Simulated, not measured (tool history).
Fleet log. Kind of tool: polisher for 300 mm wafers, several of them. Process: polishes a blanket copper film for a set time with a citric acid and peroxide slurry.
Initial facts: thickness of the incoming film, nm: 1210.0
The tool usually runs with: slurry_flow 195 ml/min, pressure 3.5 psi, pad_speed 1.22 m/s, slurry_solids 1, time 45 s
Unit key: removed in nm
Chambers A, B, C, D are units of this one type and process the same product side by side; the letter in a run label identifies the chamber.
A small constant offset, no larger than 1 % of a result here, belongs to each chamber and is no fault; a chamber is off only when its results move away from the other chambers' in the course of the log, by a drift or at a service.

run,hour,slurry_flow,pressure,pad_speed,slurry_solids,time,removed
# hour 6.9: chamber B: head pressure recalibrated
1C,7.8,195,3.5,1.22,1,45,128.230
# hour 8.6: chamber C: slurry blender recalibrated
# hour 13.5: chamber C: head pressure recalibrated
2B,16.8,195,3.5,1.22,1,45,129.540
3D,22.8,195,3.5,1.22,1,45,130.090
4A,34.0,195,3.5,1.22,1,45,127.190
# hour 41.0: chamber A: slurry blender recalibrated
5D,45.9,195,3.5,1.22,1,45,125.760
6C,57.5,195,3.5,1.22,1,45,130.920
# hour 58.0: chamber B: worn pad replaced by a new one
7B,65.2,195,3.5,1.22,1,45,126.030
# hour 67.3: chamber C: worn pad replaced by a new one
8A,72.1,195,3.5,1.22,1,45,129.570
# hour 75.8: chamber D: slurry blender recalibrated
# hour 77.2: chamber D: worn pad replaced by a new one
9C,81.2,195,3.5,1.22,1,45,128.880
# hour 84.9: chamber A: worn pad replaced by a new one
10B,91.1,195,3.5,1.22,1,45,125.380
11A,101.6,195,3.5,1.22,1,45,125.540
12D,108.2,195,3.5,1.22,1,45,130.420
13C,114.5,195,3.5,1.22,1,45,128.710
14B,123.7,195,3.5,1.22,1,45,129.240
15D,134.8,195,3.5,1.22,1,45,131.700
# hour 139.5: chamber C: slurry nozzle cleaned
16A,141.8,195,3.5,1.22,1,45,125.540
# hour 149.0: chamber B: slurry nozzle cleaned
17B,150.1,195,3.5,1.22,1,45,128.900
# hour 150.2: chamber D: slurry nozzle cleaned
18D,156.0,195,3.5,1.22,1,45,127.670
19A,163.7,195,3.5,1.22,1,45,125.690
# hour 166.1: chamber C: worn pad replaced by a new one
20C,169.2,195,3.5,1.22,1,45,127.850
# hour 175.4: chamber B: slurry blender recalibrated
21D,178.6,195,3.5,1.22,1,45,130.750
22C,185.0,195,3.5,1.22,1,45,129.780
23B,191.0,195,3.5,1.22,1,45,129.320
24A,196.5,195,3.5,1.22,1,45,129.850
25A,203.3,195,3.5,1.22,1,45,128.290
# hour 203.4: chamber A: worn pad replaced by a new one
26C,210.0,195,3.5,1.22,1,45,125.910
# hour 210.1: chamber A: slurry nozzle cleaned
27B,215.9,155,2.6,1.22,1,45,92.987
28D,227.3,155,2.6,1.22,1,45,93.210
29A,236.5,155,2.6,1.22,1,45,93.576
# hour 245.3: chamber D: worn pad replaced by a new one
30D,247.4,155,2.6,1.22,1,45,92.896
# hour 249.6: chamber B: worn pad replaced by a new one
31C,253.9,195,3.5,1.22,1,45,131.070
32B,264.1,195,3.5,1.22,1,45,124.990
33D,271.3,195,3.5,1.22,1,45,126.200
34C,281.4,195,3.5,1.22,1,45,127.830
35A,291.5,195,3.5,1.22,1,45,123.900
36B,302.9,260,3.5,1.22,1,45,133.020

Each of the 4 chambers runs these same settings next. Fill in every chamber's results:
37A,311.5,195,3.5,1.22,1,45,?
37B,311.5,195,3.5,1.22,1,45,?
37C,311.5,195,3.5,1.22,1,45,?
37D,311.5,195,3.5,1.22,1,45,?

run,removed
37A,129.520
37B,129.940
37C,128.850
37D,127.500
